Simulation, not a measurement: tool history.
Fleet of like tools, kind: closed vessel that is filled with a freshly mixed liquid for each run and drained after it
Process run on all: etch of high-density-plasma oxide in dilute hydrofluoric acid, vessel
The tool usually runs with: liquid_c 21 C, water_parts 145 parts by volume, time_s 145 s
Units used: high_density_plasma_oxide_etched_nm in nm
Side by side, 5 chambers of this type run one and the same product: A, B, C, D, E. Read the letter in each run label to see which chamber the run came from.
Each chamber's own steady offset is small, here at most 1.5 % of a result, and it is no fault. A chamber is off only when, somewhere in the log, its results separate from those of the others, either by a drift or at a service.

run	day	liquid_c	water_parts	time_s	hours since the thermometer was replaced	hours since the hydrofluoric acid flow meter was replaced	read-back film thickness of the high-density-plasma oxide reference wafer, read on the same gauge (nm)	high_density_plasma_oxide_etched_nm
1A	0.271	21	145	145	18	1486.8	110.01	4.4732
2C	0.792	21	145	145	2205.5	1017.2	110.03	4.4021
3B	1.129	21	145	145	609.2	124.1	109.98	4.3172
4D	1.542	21	145	145	1264.5	411.6	110.03	4.4792
5E	2.008	21	145	145	975.2	1576.7	110.07	4.4558
6D	2.379	21	145	145	1284.6	431.7	109.99	4.4279
7A	2.879	21	145	145	80.6	1549.4	109.97	4.4022
8C	3.496	21	145	145	2270.4	1082.1	110.02	4.3978
# day 3.983: chamber D: hydrofluoric acid flow meter replaced
9E	4.108	21	145	145	1025.6	1627.1	109.98	4.4514
10B	4.379	21	145	145	687.2	202.1	109.99	4.3478
11A	4.933	21	145	145	129.9	1598.7	110.01	4.416
12E	5.325	21	145	145	1054.8	1656.3	110.01	4.427
13B	5.717	21	145	145	719.3	234.2	110.01	4.3693
14C	6.021	21	90	75	2331	1142.7	110.03	3.9202
15D	6.538	21	90	75	1384.4	61.4	109.98	3.9648
16C	7.012	21	90	75	2354.8	1166.5	110.02	3.9555
17E	7.488	21	90	75	1106.7	1708.2	110	3.9264
18A	8.062	21	90	75	205	1673.8	110	3.9289
19D	8.633	21	105	215	1434.7	111.7	109.97	9.6584
20B	9.008	21	105	215	798.3	313.2	110.04	9.2113
21B	9.433	21	105	215	808.5	323.4	109.99	9.3881
22E	9.854	21	105	215	1163.5	1765	109.99	9.6069
23D	10.138	21	105	215	1470.8	147.8	109.98	9.5841
24C	10.721	21	145	145	2443.8	1255.5	109.98	4.4708
25A	11.229	21	145	145	281	1749.8	109.99	4.4073
26B	11.833	21	145	145	866.1	381	109.99	4.206
27D	12.45	21	145	145	1526.3	203.3	110.01	4.4764
28C	12.954	21	145	145	2497.4	1309.1	109.99	4.4476
29E	13.292	21	145	145	1246	1847.5	110.01	4.4627
30A	13.812	17.5	145	75	343	1811.8	109.99	1.957
31C	14.146	17.5	145	75	2526	1337.7	110.03	1.9945
# day 14.196: chamber A: hydrofluoric acid flow meter replaced
# day 14.321: chamber C: hydrofluoric acid flow meter replaced
32B	14.446	17.5	145	75	928.8	443.7	109.95	1.8562
33E	15.054	17.5	145	75	1288.3	1889.8	109.99	2.0025
34A	15.429	17.5	145	75	381.8	29.7	110.04	1.9691
35D	15.812	21	145	145	1607	284	110.01	4.4796
36A	16.238	21	145	145	401.2	49.1	109.99	4.4252
37C	16.746	21	145	70	2588.4	58.2	110.03	2.1224
38B	17.312	21	145	70	997.6	512.5	109.97	1.9892
39D	17.829	21	145	70	1655.4	332.4	110.02	2.1724

The same settings go to every chamber for the next run, one line per chamber below. Forecast the results for each:
40A	18.271	21	145	90				?
40B	18.271	21	145	90				?
40C	18.271	21	145	90				?
40D	18.271	21	145	90				?
40E	18.271	21	145	90				?

run	high_density_plasma_oxide_etched_nm
40A	2.7679
40B	2.5317
40C	2.7339
40D	2.7601
40E	2.7768

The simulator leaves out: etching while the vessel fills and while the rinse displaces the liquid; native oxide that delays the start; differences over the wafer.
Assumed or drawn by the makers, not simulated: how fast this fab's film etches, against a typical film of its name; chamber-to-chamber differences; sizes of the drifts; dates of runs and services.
